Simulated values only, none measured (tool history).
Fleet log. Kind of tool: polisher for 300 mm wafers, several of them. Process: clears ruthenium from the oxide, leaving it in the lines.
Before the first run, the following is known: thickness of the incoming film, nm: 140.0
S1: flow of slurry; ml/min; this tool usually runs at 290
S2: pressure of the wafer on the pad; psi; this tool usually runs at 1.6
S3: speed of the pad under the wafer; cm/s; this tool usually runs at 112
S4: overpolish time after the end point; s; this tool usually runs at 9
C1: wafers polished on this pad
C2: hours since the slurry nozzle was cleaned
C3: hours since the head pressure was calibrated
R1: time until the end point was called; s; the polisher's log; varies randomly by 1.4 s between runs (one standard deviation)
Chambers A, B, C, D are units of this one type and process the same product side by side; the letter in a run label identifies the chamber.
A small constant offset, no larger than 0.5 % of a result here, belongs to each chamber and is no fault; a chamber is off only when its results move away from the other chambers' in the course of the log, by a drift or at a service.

run     day   S1   S2   S3  S4    C1     C2     C3      R1
 1B   0.412  290  1.6  112   9   406  119.9  460.5  141.85
 2A   0.925  290  1.6  112   9  1064  100.5  613.1  143.46
      1.017  -- chamber D: slurry nozzle cleaned
      1.308  -- chamber A: worn pad replaced by a new one
 3D     1.4  290  1.6  112   9   774    9.2  293.4   145.4
 4C   1.992  290  1.6  112   9   790  352.6  693.8  143.27
 5C   2.533  290  1.6  112   9   872  365.6  706.8  143.37
      2.725  -- chamber D: worn pad replaced by a new one
        2.8  -- chamber B: worn pad replaced by a new one
 6D   3.129  290  1.6  112   9    61   50.7  334.9  145.49
 7A   3.433  290  1.6  112   9   323  160.7  673.3   140.1
 8B   3.812  290  1.6  146   9   154  201.5  542.1  109.86
 9B   4.425  290  1.6  146   9   247  216.2  556.8  109.12
10D   4.729  290  1.6  146   9   305   89.1  373.3  111.09
      4.838  -- chamber C: worn pad replaced by a new one
11A   5.054  290  1.6  146   9   569  199.6  712.2  109.66
12C   5.358  290  1.6  112   9    79  433.4  774.6  142.02
13D   6.021  290  1.6   88   9   501  120.1  404.3  183.29
14A   6.679  290  1.6   88   9   816  238.6  751.2  181.73
      7.217  -- chamber B: worn pad replaced by a new one
15B   7.321  290  1.6   88   9    16  285.7  626.3  181.39
16C   7.712  290  1.6   88   9   437  489.9  831.1  180.28
      7.754  -- chamber D: worn pad replaced by a new one
      7.942  -- chamber A: worn pad replaced by a new one
17A   8.175  290  1.6  112   9    35  274.5  787.1  143.77
      8.533  -- chamber A: slurry nozzle cleaned
18D   8.671  290  1.6  112   9   139  183.7  467.9  146.69
19C   8.992  290  1.6  112   9   631  520.6  861.8  143.88
20B   9.471  290  1.6  112   9   342  337.3  677.9  141.71
21B   9.979  290  1.6  112   9   420  349.5  690.1  139.81
22D  10.342  290  1.3  112   5   393  223.8    508  174.49
23A  10.854  290  1.3  112   5   442   55.8  851.4  176.04
     10.946  -- chamber C: head pressure recalibrated
24C  11.308  290  1.3  112   5   983  576.2    8.8  191.05
25D  11.608  290  1.3  112   5   586  254.2  538.4  178.08
26C      12  290  1.6  112   9  1088  592.8   25.4  154.24
     12.396  -- chamber B: worn pad replaced by a new one
     12.525  -- chamber C: worn pad replaced by a new one
27A   12.55  210  1.6  112  13   700   96.5  892.1  146.31
28B  12.938  210  1.6  112  13    82  420.5  761.1  149.53
29C  13.342  210  1.6  112  13   124    625   57.6  161.37
30D   13.65  210  1.6  112  13   896  303.2  587.4  148.62
     13.783  -- chamber C: slurry nozzle cleaned
31B  14.075  290  1.6  112   9   255  447.8  788.4  145.21
     14.371  -- chamber D: worn pad replaced by a new one
32A  14.379  290  1.6  112   9   978  140.4    936  141.86
     14.662  -- chamber A: head pressure recalibrated
33C  14.733  240  1.6   98   9   335   22.8     91  179.61
34D  15.125  240  1.6   98   9   115  338.6  622.8  169.15
     15.167  -- chamber A: worn pad replaced by a new one
35B  15.488  240  1.6   98   9   469  481.7  822.3  168.12
36A  15.942  240  1.6   98   9   118  177.9   30.8  164.69
37C  16.425  290  1.6  112   9   592   63.4  131.6  158.74
38A  16.921  290  1.6  112   9   266  201.4   54.3  143.99
     17.062  -- chamber D: slurry nozzle cleaned
39D    17.4  290  1.6  112   9   460    8.2  677.4  143.88
40B  17.717  290  1.6  112   9   808  535.2  875.8   142.4
41A  18.033  290  1.6  112   9   435  228.1     81  143.46
42C  18.354  290  1.6  112   9   885  109.7  177.9  156.17

One chamber off, gauge drift, or nothing amiss beyond the chambers' own small offsets? If it is a chamber, which one, and what is the likeliest cause?

Chamber C has stood off from the others ever since a service on it.
Cause: head's pressure below its setpoint, % = 8.16.

Which of the 4 candidates below, each the usual settings with something changed and its results left as question marks, puts chamber C back in line with what the other chambers give on the usual settings?
A result is in line if it is within this distance of the other chambers' mean on the usual settings: R1 4.8 s
43C-1  18.833  290  1.6  120   9               ?
43C-2  18.833  290  1.7  120   9               ?
43C-3  18.833  290  1.5  112   9               ?
43C-4  18.833  290  1.6   98   9               ?

The mean the other chambers reach with the usual settings: R1 143.7 s
  run      R1
43C-1  145.68
43C-2  137.15
43C-3  166.28
43C-4  177.83
43C-1 is the one that brings the chamber's results back in line with the other chambers.
